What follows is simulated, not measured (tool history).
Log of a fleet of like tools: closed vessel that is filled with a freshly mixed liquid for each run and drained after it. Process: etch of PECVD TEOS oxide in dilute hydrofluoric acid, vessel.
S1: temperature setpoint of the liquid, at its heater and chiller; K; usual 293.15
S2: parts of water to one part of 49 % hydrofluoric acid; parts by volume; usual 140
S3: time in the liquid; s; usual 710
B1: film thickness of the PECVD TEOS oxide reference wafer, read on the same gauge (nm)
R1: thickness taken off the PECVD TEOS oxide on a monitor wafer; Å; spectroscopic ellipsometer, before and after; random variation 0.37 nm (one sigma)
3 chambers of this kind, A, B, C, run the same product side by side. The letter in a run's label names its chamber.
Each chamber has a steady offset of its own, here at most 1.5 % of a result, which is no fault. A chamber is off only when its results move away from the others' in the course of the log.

run	day	S1	S2	S3	B1	R1
1B	0.212	293.15	140	710	69.990	418.43
2A	0.429	293.15	140	710	69.998	412.71
3C	0.558	293.15	140	710	69.994	416.09
4C	0.712	293.15	140	710	70.007	411.16
5B	0.867	293.15	140	710	70.018	422.53
6A	1.042	293.15	140	710	70.000	412.24
7B	1.221	293.15	140	710	70.016	416.91
8C	1.383	293.15	140	710	70.027	413.85
9A	1.562	293.15	140	710	69.974	411.66
10A	1.679	293.15	140	710	70.052	408.60
11B	1.783	293.15	140	460	70.004	265.63
12C	2.000	293.15	140	460	70.005	267.97
13B	2.158	293.15	140	460	70.025	274.14
14C	2.300	293.15	140	710	69.993	413.85
15A	2.421	293.15	140	710	69.983	415.81
16A	2.621	293.15	140	710	70.029	409.38
17C	2.783	293.15	140	710	70.008	415.29
18B	2.979	293.15	140	710	69.972	418.91
19B	3.158	293.15	140	710	69.986	427.13
20A	3.346	293.15	140	710	69.999	412.20
21C	3.512	293.15	140	710	69.973	406.74
22C	3.625	293.15	205	710	70.002	261.97
23A	3.758	293.15	205	710	70.017	266.65
24B	3.962	293.15	205	710	70.045	266.92
25B	4.121	293.15	140	710	69.995	416.75
26A	4.262	293.15	140	710	70.041	398.59
27C	4.475	293.15	140	710	69.994	410.07
28A	4.650	293.15	140	710	70.008	400.63
29B	4.758	293.15	140	710	69.989	422.58
30C	4.879	293.15	140	710	69.986	408.96
31C	5.071	295.65	185	710	69.972	319.47
32B	5.238	295.65	185	710	70.000	332.96
33A	5.346	295.65	185	710	70.029	314.70
34C	5.446	293.15	140	710	69.992	411.28
35B	5.554	290.15	190	710	70.035	266.13
36A	5.733	290.15	190	710	70.055	246.23
37C	5.929	290.15	190	710	70.002	253.74
38A	6.042	293.15	140	710	70.048	386.68

What goes on in this fleet: one chamber off, a drifting gauge, or nothing beyond the chambers' own small offsets? Name the chamber and the cause, if any.

Chamber A drifts away from the others.
Cause: hydrofluoric acid flow below the setpoint (%) = 4.7.
The log may not tell that from: liquid colder than its thermometer reads (K).

Here are 4 candidates for chamber A's next run, each the usual settings with a change, their results left as question marks. Which one brings its results back in line with what the others give on the usual settings?
In line means no further than this from the other chambers' mean on the usual settings: R1 13.00 Å
39A-1	6.200	293.15	135	755		?
39A-2	6.200	293.15	135	730		?
39A-3	6.200	293.15	140	670		?
39A-4	6.200	293.15	145	665		?

The other chambers' mean on the usual settings: R1 413.71 Å
run	R1
39A-1	434.88
39A-2	420.48
39A-3	370.32
39A-4	353.16
39A-2 brings the chamber back in line.

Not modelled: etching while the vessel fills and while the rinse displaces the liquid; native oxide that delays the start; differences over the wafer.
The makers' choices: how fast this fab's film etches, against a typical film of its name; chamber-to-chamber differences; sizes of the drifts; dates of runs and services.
